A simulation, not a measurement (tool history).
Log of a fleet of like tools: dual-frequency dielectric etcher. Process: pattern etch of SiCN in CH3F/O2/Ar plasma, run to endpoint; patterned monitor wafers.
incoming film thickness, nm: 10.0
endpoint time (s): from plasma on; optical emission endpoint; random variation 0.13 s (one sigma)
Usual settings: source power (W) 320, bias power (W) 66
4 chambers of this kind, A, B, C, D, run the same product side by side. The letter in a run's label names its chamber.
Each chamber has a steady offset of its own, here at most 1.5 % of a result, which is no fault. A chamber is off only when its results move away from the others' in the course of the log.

run,hour,source power (W),bias power (W),endpoint time (s)
1D,15.6,320,66,30.106
2C,29.7,320,66,29.558
3B,37.9,320,66,29.496
4A,51.2,320,66,29.891
5A,63.9,320,66,29.765
6B,79.2,320,66,29.529
7C,93.9,320,66,29.478
8D,103.1,400,57,29.347
9D,113.3,400,57,29.594
# hour 119.6: chamber A: wet clean of the chamber
10C,127.6,400,57,28.409
11A,134.9,400,57,28.639
12B,142.2,320,66,29.600
13D,149.0,320,66,30.647
# hour 150.5: chamber C: bias power generator calibrated
14A,156.6,280,66,31.336
15C,165.9,280,66,30.819
16B,173.4,280,66,31.005
17A,181.4,280,66,31.187
# hour 188.1: chamber A: source power generator calibrated
18C,195.8,320,66,29.527
19D,204.0,320,66,30.833
20B,219.1,320,66,29.733
21B,227.7,320,66,29.681
22D,237.7,320,66,31.091
23A,249.6,320,66,30.011
24C,263.2,320,66,29.445
25A,274.2,320,66,30.137
26D,289.2,320,66,30.973
27B,304.3,320,66,29.517
28C,320.1,320,55,31.439
29A,330.7,320,55,32.053
30D,340.9,320,55,33.664

What goes on in this fleet: one chamber off, a drifting gauge, or nothing beyond the chambers' own small offsets? Name the chamber and the cause, if any.

Chamber D drifts away from the others.
Cause: etch rate under this chamber's usual, % = 4.69.

Here are 4 candidates for chamber D's next run, each the usual settings with a change, their results left as question marks. Which one brings its results back in line with what the others give on the usual settings?
In line means no further than this from the other chambers' mean on the usual settings: endpoint time (s) 0.460
31D-1,352.2,320,62,?
31D-2,352.2,320,78,?
31D-3,352.2,290,61,?
31D-4,352.2,330,68,?

The other chambers' mean on the usual settings: endpoint time (s) 29.659
run,endpoint time (s)
31D-1,32.240
31D-2,29.712
31D-3,33.631
31D-4,30.859
31D-2 brings the chamber back in line.
